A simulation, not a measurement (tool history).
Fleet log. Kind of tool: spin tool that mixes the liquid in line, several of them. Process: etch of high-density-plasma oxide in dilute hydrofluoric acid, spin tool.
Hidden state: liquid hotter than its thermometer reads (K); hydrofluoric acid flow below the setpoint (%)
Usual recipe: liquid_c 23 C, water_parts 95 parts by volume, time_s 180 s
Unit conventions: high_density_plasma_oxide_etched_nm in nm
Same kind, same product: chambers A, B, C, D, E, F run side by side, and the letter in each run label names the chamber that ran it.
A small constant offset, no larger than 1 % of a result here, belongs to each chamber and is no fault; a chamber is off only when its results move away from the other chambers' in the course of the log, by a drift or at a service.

run	hour	liquid_c	water_parts	time_s	hours since the thermometer was replaced	hours since the hydrofluoric acid flow meter was replaced	read-back film thickness of the high-density-plasma oxide reference wafer, read on the same gauge (nm)	high_density_plasma_oxide_etched_nm
1A	11.1	23	95	180	15.2	139.2	50.036	11.592
2C	20.4	23	95	180	1900.7	329.8	49.981	11.458
3D	34.1	23	95	180	819.1	456	50.008	11.482
4E	47	23	95	180	1511.5	208.4	50.018	11.419
5B	60	27	135	180	597.2	941.4	50.029	9.0012
6F	71.1	27	135	180	169.6	398.2	49.991	8.967
7D	80.4	27	135	180	865.4	502.3	49.993	8.9537
8C	91.7	27	135	180	1972	401.1	50.025	8.8166
9A	102.7	27	135	180	106.8	230.8	50.015	8.9517
10E	111.4	27	135	180	1575.9	272.8	50.003	8.9738
11B	118.3	23	95	180	655.5	999.7	49.973	11.459
12F	128	23	95	180	226.5	455.1	49.989	11.303
13E	138.5	23	95	180	1603	299.9	49.989	11.452
# hour 147.1: chamber F: hydrofluoric acid flow meter replaced
14F	151.8	23	95	180	250.3	4.8	49.997	11.414
15B	163.6	23	60	180	700.8	1045	50.017	19.141
16A	169.9	23	60	180	174	298	49.991	18.846
17C	179.7	23	60	180	2060	489.1	49.963	18.994
18D	190.7	23	60	180	975.7	612.6	50.002	19.082
19D	200.6	23	60	180	985.6	622.5	50.013	19.074
20F	211.2	23	60	180	309.7	64.2	50.021	18.796
21E	223.9	23	95	180	1688.4	385.3	49.991	11.452
# hour 235.6: chamber B: thermometer replaced
22A	237.9	23	95	180	242	366	50.026	11.528
23C	247.9	23	95	180	2128.2	557.3	50.024	11.272
24B	261.5	23	95	180	26	1142.9	49.961	11.46
25D	269.8	23	95	180	1054.8	691.7	50.017	11.46
26B	280.6	23	95	180	45.1	1162	50.011	11.556
27F	293.8	23	95	180	392.3	146.8	50.008	11.349
28C	303.9	23	95	180	2184.2	613.3	49.996	11.202
29E	314.9	21	70	180	1779.4	476.3	49.99	14.825
30A	327.4	21	70	180	331.5	455.5	50	14.742
31B	335.5	21	70	180	100	1216.9	50.044	14.822
32C	346	21	70	180	2226.3	655.4	50.005	14.354
# hour 353.7: chamber B: hydrofluoric acid flow meter replaced
33D	357.5	21	70	180	1142.5	779.4	49.982	14.779
34A	367.1	21	70	180	371.2	495.2	49.986	14.731
35E	376	23	95	180	1840.5	537.4	49.977	11.449
36F	386.9	23	95	180	485.4	239.9	50.001	11.417
37A	399.5	23	95	180	403.6	527.6	49.992	11.475
38E	407.5	23	95	180	1872	568.9	49.992	11.407
39F	415.5	23	95	180	514	268.5	49.977	11.386
40C	424.8	23	95	180	2305.1	734.2	50.009	10.919
41D	431.8	23	95	180	1216.8	853.7	49.981	11.538
42B	445.7	26.5	95	180	210.2	92.1	50.007	13.165
43A	453.8	26.5	95	180	457.9	581.9	50.034	13.274

Which is it: a chamber that has drifted or been left off by a service, a gauge drift common to all chambers, or only each chamber's usual small offset? If a chamber is off, name it and its likeliest cause.

Little by little, chamber C moves away from the other chambers.
Cause: hydrofluoric acid flow below the setpoint (%) = 4.36.
With only this log, it may be confused with: liquid colder than its thermometer reads (K).

Here are 4 candidates for chamber C's next run, each the usual settings with a change, their results left as question marks. Which one brings its results back in line with what the others give on the usual settings?
In-line tolerance around the mean of the other chambers on the usual settings: high_density_plasma_oxide_etched_nm 0.21 nm
44C-1	464	23	95	185				?
44C-2	464	23	95	175				?
44C-3	464	23	90	180				?
44C-4	464	23	95	170				?

Average result of the remaining chambers running the usual settings: high_density_plasma_oxide_etched_nm 11.454 nm
run	high_density_plasma_oxide_etched_nm
44C-1	11.147
44C-2	10.544
44C-3	11.53
44C-4	10.243
44C-3 brings the chamber back in line.
